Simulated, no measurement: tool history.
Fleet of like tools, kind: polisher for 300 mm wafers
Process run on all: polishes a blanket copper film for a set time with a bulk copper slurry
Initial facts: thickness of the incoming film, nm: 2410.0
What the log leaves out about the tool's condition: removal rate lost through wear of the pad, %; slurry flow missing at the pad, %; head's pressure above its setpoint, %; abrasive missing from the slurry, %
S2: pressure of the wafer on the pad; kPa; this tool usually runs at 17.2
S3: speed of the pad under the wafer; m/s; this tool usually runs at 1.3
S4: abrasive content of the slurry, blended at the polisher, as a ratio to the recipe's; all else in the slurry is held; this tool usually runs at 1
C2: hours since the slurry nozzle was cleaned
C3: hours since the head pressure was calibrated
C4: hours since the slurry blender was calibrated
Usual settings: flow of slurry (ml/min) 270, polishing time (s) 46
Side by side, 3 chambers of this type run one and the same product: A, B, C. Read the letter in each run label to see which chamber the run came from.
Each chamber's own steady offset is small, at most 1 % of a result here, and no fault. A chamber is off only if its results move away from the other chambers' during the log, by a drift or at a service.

{"run": "1B", "hour": 4.7, "flow of slurry (ml/min)": 270, "S2": 17.2, "S3": 1.3, "S4": 1, "polishing time (s)": 46, "wafers polished on this pad": 609, "C2": 9.6, "C3": 869.2, "C4": 196.2, "film removed (nm)": 445.15}
{"hour": 6.1, "done": "chamber B: head pressure recalibrated"}
{"run": "2A", "hour": 9.5, "flow of slurry (ml/min)": 270, "S2": 17.2, "S3": 1.3, "S4": 1, "polishing time (s)": 46, "wafers polished on this pad": 663, "C2": 164.9, "C3": 646.6, "C4": 373, "film removed (nm)": 462.16}
{"hour": 9.6, "done": "chamber B: worn pad replaced by a new one"}
{"hour": 12.7, "done": "chamber A: slurry blender recalibrated"}
{"run": "3C", "hour": 15.2, "flow of slurry (ml/min)": 270, "S2": 17.2, "S3": 1.3, "S4": 1, "polishing time (s)": 46, "wafers polished on this pad": 506, "C2": 240.8, "C3": 237.8, "C4": 225.7, "film removed (nm)": 458.59}
{"run": "4C", "hour": 19.5, "flow of slurry (ml/min)": 270, "S2": 17.2, "S3": 1.3, "S4": 1, "polishing time (s)": 46, "wafers polished on this pad": 547, "C2": 245.1, "C3": 242.1, "C4": 230, "film removed (nm)": 465.83}
{"run": "5A", "hour": 23.2, "flow of slurry (ml/min)": 270, "S2": 17.2, "S3": 1.3, "S4": 1, "polishing time (s)": 46, "wafers polished on this pad": 796, "C2": 178.6, "C3": 660.3, "C4": 10.5, "film removed (nm)": 458.39}
{"run": "6B", "hour": 30.0, "flow of slurry (ml/min)": 270, "S2": 17.2, "S3": 1.3, "S4": 1, "polishing time (s)": 46, "wafers polished on this pad": 198, "C2": 34.9, "C3": 23.9, "C4": 221.5, "film removed (nm)": 462.96}
{"run": "7B", "hour": 35.6, "flow of slurry (ml/min)": 270, "S2": 17.2, "S3": 1.3, "S4": 1, "polishing time (s)": 46, "wafers polished on this pad": 252, "C2": 40.5, "C3": 29.5, "C4": 227.1, "film removed (nm)": 463.5}
{"run": "8C", "hour": 40.4, "flow of slurry (ml/min)": 270, "S2": 17.2, "S3": 1.7, "S4": 1.15, "polishing time (s)": 46, "wafers polished on this pad": 750, "C2": 266, "C3": 263, "C4": 250.9, "film removed (nm)": 619.89}
{"run": "9A", "hour": 43.5, "flow of slurry (ml/min)": 270, "S2": 17.2, "S3": 1.7, "S4": 1.15, "polishing time (s)": 46, "wafers polished on this pad": 992, "C2": 198.9, "C3": 680.6, "C4": 30.8, "film removed (nm)": 612.27}
{"hour": 45.8, "done": "chamber C: worn pad replaced by a new one"}
{"hour": 46.0, "done": "chamber B: slurry blender recalibrated"}
{"run": "10A", "hour": 46.6, "flow of slurry (ml/min)": 270, "S2": 17.2, "S3": 1.7, "S4": 1.15, "polishing time (s)": 46, "wafers polished on this pad": 1022, "C2": 202, "C3": 683.7, "C4": 33.9, "film removed (nm)": 619.02}
{"run": "11B", "hour": 51.7, "flow of slurry (ml/min)": 270, "S2": 17.2, "S3": 1.3, "S4": 1, "polishing time (s)": 46, "wafers polished on this pad": 408, "C2": 56.6, "C3": 45.6, "C4": 5.8, "film removed (nm)": 457.99}
{"run": "12C", "hour": 58.2, "flow of slurry (ml/min)": 270, "S2": 17.2, "S3": 1.3, "S4": 1, "polishing time (s)": 46, "wafers polished on this pad": 120, "C2": 283.8, "C3": 280.8, "C4": 268.7, "film removed (nm)": 467.58}
{"run": "13C", "hour": 65.1, "flow of slurry (ml/min)": 270, "S2": 17.2, "S3": 1.3, "S4": 1, "polishing time (s)": 46, "wafers polished on this pad": 187, "C2": 290.7, "C3": 287.7, "C4": 275.6, "film removed (nm)": 464.45}
{"run": "14B", "hour": 70.1, "flow of slurry (ml/min)": 270, "S2": 17.2, "S3": 1.3, "S4": 1, "polishing time (s)": 46, "wafers polished on this pad": 586, "C2": 75, "C3": 64, "C4": 24.2, "film removed (nm)": 462.1}
{"run": "15A", "hour": 76.3, "flow of slurry (ml/min)": 270, "S2": 17.2, "S3": 1.3, "S4": 1, "polishing time (s)": 46, "wafers polished on this pad": 1310, "C2": 231.7, "C3": 713.4, "C4": 63.6, "film removed (nm)": 431.92}
{"hour": 77.6, "done": "chamber B: worn pad replaced by a new one"}
{"run": "16C", "hour": 81.2, "flow of slurry (ml/min)": 270, "S2": 17.2, "S3": 1.3, "S4": 1, "polishing time (s)": 46, "wafers polished on this pad": 343, "C2": 306.8, "C3": 303.8, "C4": 291.7, "film removed (nm)": 478.16}
{"run": "17B", "hour": 84.6, "flow of slurry (ml/min)": 270, "S2": 17.2, "S3": 1.3, "S4": 1, "polishing time (s)": 46, "wafers polished on this pad": 68, "C2": 89.5, "C3": 78.5, "C4": 38.7, "film removed (nm)": 457.47}
{"run": "18A", "hour": 90.7, "flow of slurry (ml/min)": 270, "S2": 17.2, "S3": 1.3, "S4": 1, "polishing time (s)": 46, "wafers polished on this pad": 1449, "C2": 246.1, "C3": 727.8, "C4": 78, "film removed (nm)": 434.62}
{"run": "19C", "hour": 95.4, "flow of slurry (ml/min)": 270, "S2": 17.2, "S3": 1.3, "S4": 1, "polishing time (s)": 46, "wafers polished on this pad": 480, "C2": 321, "C3": 318, "C4": 305.9, "film removed (nm)": 461.04}
{"run": "20B", "hour": 100.4, "flow of slurry (ml/min)": 270, "S2": 17.2, "S3": 1.3, "S4": 1, "polishing time (s)": 46, "wafers polished on this pad": 221, "C2": 105.3, "C3": 94.3, "C4": 54.5, "film removed (nm)": 464.49}
{"run": "21A", "hour": 104.5, "flow of slurry (ml/min)": 270, "S2": 17.2, "S3": 1.3, "S4": 1, "polishing time (s)": 46, "wafers polished on this pad": 1583, "C2": 259.9, "C3": 741.6, "C4": 91.8, "film removed (nm)": 419.18}
{"run": "22A", "hour": 107.9, "flow of slurry (ml/min)": 270, "S2": 17.2, "S3": 1.3, "S4": 1, "polishing time (s)": 46, "wafers polished on this pad": 1616, "C2": 263.3, "C3": 745, "C4": 95.2, "film removed (nm)": 423}

Which is it: a chamber that has drifted or been left off by a service, a gauge drift common to all chambers, or only each chamber's usual small offset? If a chamber is off, name it and its likeliest cause.

Chamber A drifts away from the others.
What lies behind it: removal rate lost through wear of the pad, % = 8.62.
The log may not tell that from: head's pressure below its setpoint, %; abrasive missing from the slurry, %.

Here are 4 candidates for chamber A's next run, each the usual settings with a change, their results left as question marks. Which one brings its results back in line with what the others give on the usual settings?
Counts as in line when no further than this from what the other chambers average on the usual settings: film removed (nm) 23
{"run": "23A-1", "hour": 113.1, "flow of slurry (ml/min)": 270, "S2": 16.5, "S3": 1.26, "S4": 1, "polishing time (s)": 45, "film removed (nm)": "?"}
{"run": "23A-2", "hour": 113.1, "flow of slurry (ml/min)": 270, "S2": 16.5, "S3": 1.22, "S4": 1, "polishing time (s)": 43, "film removed (nm)": "?"}
{"run": "23A-3", "hour": 113.1, "flow of slurry (ml/min)": 270, "S2": 18.6, "S3": 1.38, "S4": 1, "polishing time (s)": 49, "film removed (nm)": "?"}
{"run": "23A-4", "hour": 113.1, "flow of slurry (ml/min)": 270, "S2": 17.9, "S3": 1.3, "S4": 1, "polishing time (s)": 48, "film removed (nm)": "?"}

Other chambers, usual settings, mean: film removed (nm) 463.02
run=23A-1 film_removed_(nm)=377.56
run=23A-2 film_removed_(nm)=349.22
run=23A-3 film_removed_(nm)=507.85
run=23A-4 film_removed_(nm)=450.81
23A-4 puts the chamber back in line with the other chambers.
